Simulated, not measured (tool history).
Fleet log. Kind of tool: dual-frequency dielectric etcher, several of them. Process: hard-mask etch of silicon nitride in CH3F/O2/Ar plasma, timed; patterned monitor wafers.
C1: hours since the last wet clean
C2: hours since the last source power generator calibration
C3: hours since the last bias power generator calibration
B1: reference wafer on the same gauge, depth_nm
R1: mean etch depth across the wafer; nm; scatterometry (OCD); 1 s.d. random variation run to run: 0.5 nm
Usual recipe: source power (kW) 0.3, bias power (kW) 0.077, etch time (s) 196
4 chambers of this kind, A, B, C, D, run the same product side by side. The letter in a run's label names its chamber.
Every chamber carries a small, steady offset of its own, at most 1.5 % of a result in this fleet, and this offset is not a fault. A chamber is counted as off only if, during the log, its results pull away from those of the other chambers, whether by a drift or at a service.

run 1A hour=6.9 | source_power_(kW)=0.3 bias_power_(kW)=0.077 etch_time_(s)=196 | C1=197.8 C2=3419.5 C3=3753.3 | B1=138.87 | R1=127.22
run 2D hour=13.9 | source_power_(kW)=0.3 bias_power_(kW)=0.077 etch_time_(s)=196 | C1=309.3 C2=647.7 C3=965.1 | B1=138.91 | R1=125.87
run 3C hour=17.9 | source_power_(kW)=0.3 bias_power_(kW)=0.077 etch_time_(s)=196 | C1=195.7 C2=496.8 C3=505.4 | B1=139.05 | R1=124.84
run 4B hour=24 | source_power_(kW)=0.3 bias_power_(kW)=0.077 etch_time_(s)=196 | C1=545.1 C2=2858.4 C3=1520.9 | B1=138.82 | R1=126.12
run 5D hour=28.7 | source_power_(kW)=0.3 bias_power_(kW)=0.077 etch_time_(s)=196 | C1=324.1 C2=662.5 C3=979.9 | B1=139.02 | R1=125.8
run 6B hour=34.1 | source_power_(kW)=0.3 bias_power_(kW)=0.09 etch_time_(s)=215 | C1=555.2 C2=2868.5 C3=1531 | B1=138.95 | R1=145.86
run 7C hour=39.6 | source_power_(kW)=0.3 bias_power_(kW)=0.09 etch_time_(s)=215 | C1=217.4 C2=518.5 C3=527.1 | B1=139.02 | R1=145.8
run 8A hour=47.7 | source_power_(kW)=0.3 bias_power_(kW)=0.09 etch_time_(s)=215 | C1=238.6 C2=3460.3 C3=3794.1 | B1=138.91 | R1=148.29
run 9A hour=53.6 | source_power_(kW)=0.3 bias_power_(kW)=0.09 etch_time_(s)=215 | C1=244.5 C2=3466.2 C3=3800 | B1=138.93 | R1=149.04
run 10D hour=60.8 | source_power_(kW)=0.3 bias_power_(kW)=0.077 etch_time_(s)=196 | C1=356.2 C2=694.6 C3=1012 | B1=139.04 | R1=125.58
-- hour=60.9 chamber B: wet clean of the chamber
-- hour=63.7 chamber B: source power generator calibrated
run 11B hour=66.3 | source_power_(kW)=0.3 bias_power_(kW)=0.077 etch_time_(s)=196 | C1=5.4 C2=2.7 C3=1563.2 | B1=139.07 | R1=122.74
run 12C hour=72.9 | source_power_(kW)=0.3 bias_power_(kW)=0.077 etch_time_(s)=196 | C1=250.7 C2=551.8 C3=560.4 | B1=139.03 | R1=125
run 13D hour=78.8 | source_power_(kW)=0.3 bias_power_(kW)=0.077 etch_time_(s)=196 | C1=374.2 C2=712.6 C3=1030 | B1=139.01 | R1=126.22
run 14B hour=86.6 | source_power_(kW)=0.3 bias_power_(kW)=0.077 etch_time_(s)=196 | C1=25.7 C2=23 C3=1583.5 | B1=138.97 | R1=121.49
run 15C hour=94.4 | source_power_(kW)=0.3 bias_power_(kW)=0.077 etch_time_(s)=196 | C1=272.2 C2=573.3 C3=581.9 | B1=138.89 | R1=124.9
run 16A hour=101.8 | source_power_(kW)=0.3 bias_power_(kW)=0.077 etch_time_(s)=196 | C1=292.7 C2=3514.4 C3=3848.2 | B1=138.97 | R1=128.51
run 17C hour=107.8 | source_power_(kW)=0.3 bias_power_(kW)=0.077 etch_time_(s)=196 | C1=285.6 C2=586.7 C3=595.3 | B1=139.07 | R1=124.72
run 18B hour=113 | source_power_(kW)=0.3 bias_power_(kW)=0.077 etch_time_(s)=196 | C1=52.1 C2=49.4 C3=1609.9 | B1=138.99 | R1=122.44
run 19D hour=118.8 | source_power_(kW)=0.36 bias_power_(kW)=0.064 etch_time_(s)=196 | C1=414.2 C2=752.6 C3=1070 | B1=138.9 | R1=126.52
run 20A hour=124.4 | source_power_(kW)=0.36 bias_power_(kW)=0.064 etch_time_(s)=196 | C1=315.3 C2=3537 C3=3870.8 | B1=138.98 | R1=127.85
-- hour=127.4 chamber D: wet clean of the chamber
run 21D hour=128.2 | source_power_(kW)=0.36 bias_power_(kW)=0.064 etch_time_(s)=196 | C1=0.9 C2=762 C3=1079.4 | B1=138.96 | R1=126.5
run 22B hour=134.5 | source_power_(kW)=0.36 bias_power_(kW)=0.064 etch_time_(s)=196 | C1=73.6 C2=70.9 C3=1631.4 | B1=138.97 | R1=123.16
run 23C hour=140.2 | source_power_(kW)=0.3 bias_power_(kW)=0.077 etch_time_(s)=196 | C1=318 C2=619.1 C3=627.7 | B1=138.94 | R1=124.92
run 24A hour=144.6 | source_power_(kW)=0.3 bias_power_(kW)=0.077 etch_time_(s)=196 | C1=335.5 C2=3557.2 C3=3891 | B1=139.01 | R1=127.74
run 25B hour=148.6 | source_power_(kW)=0.3 bias_power_(kW)=0.077 etch_time_(s)=196 | C1=87.7 C2=85 C3=1645.5 | B1=138.88 | R1=122.61
run 26C hour=152.2 | source_power_(kW)=0.3 bias_power_(kW)=0.077 etch_time_(s)=196 | C1=330 C2=631.1 C3=639.7 | B1=138.84 | R1=123.8
run 27A hour=156 | source_power_(kW)=0.3 bias_power_(kW)=0.083 etch_time_(s)=234 | C1=346.9 C2=3568.6 C3=3902.4 | B1=138.84 | R1=158.32
run 28D hour=160.9 | source_power_(kW)=0.3 bias_power_(kW)=0.083 etch_time_(s)=234 | C1=33.6 C2=794.7 C3=1112.1 | B1=138.93 | R1=154.83
run 29C hour=167.3 | source_power_(kW)=0.3 bias_power_(kW)=0.083 etch_time_(s)=234 | C1=345.1 C2=646.2 C3=654.8 | B1=139.18 | R1=153.18
run 30B hour=173.3 | source_power_(kW)=0.3 bias_power_(kW)=0.083 etch_time_(s)=234 | C1=112.4 C2=109.7 C3=1670.2 | B1=139.07 | R1=150.82
run 31D hour=180.6 | source_power_(kW)=0.3 bias_power_(kW)=0.077 etch_time_(s)=196 | C1=53.3 C2=814.4 C3=1131.8 | B1=138.93 | R1=125.29
run 32A hour=187.4 | source_power_(kW)=0.3 bias_power_(kW)=0.077 etch_time_(s)=196 | C1=378.3 C2=3600 C3=3933.8 | B1=139.02 | R1=128.16
run 33B hour=195 | source_power_(kW)=0.3 bias_power_(kW)=0.077 etch_time_(s)=196 | C1=134.1 C2=131.4 C3=1691.9 | B1=139.11 | R1=122.61

For the next run the whole fleet of 4 chambers uses the same settings. Give each chamber's results:
run 34A hour=200.8 | source_power_(kW)=0.3 bias_power_(kW)=0.077 etch_time_(s)=196 | R1=?
run 34B hour=200.8 | source_power_(kW)=0.3 bias_power_(kW)=0.077 etch_time_(s)=196 | R1=?
run 34C hour=200.8 | source_power_(kW)=0.3 bias_power_(kW)=0.077 etch_time_(s)=196 | R1=?
run 34D hour=200.8 | source_power_(kW)=0.3 bias_power_(kW)=0.077 etch_time_(s)=196 | R1=?

run=34A R1=128.4
run=34B R1=121.97
run=34C R1=124.54
run=34D R1=127.05
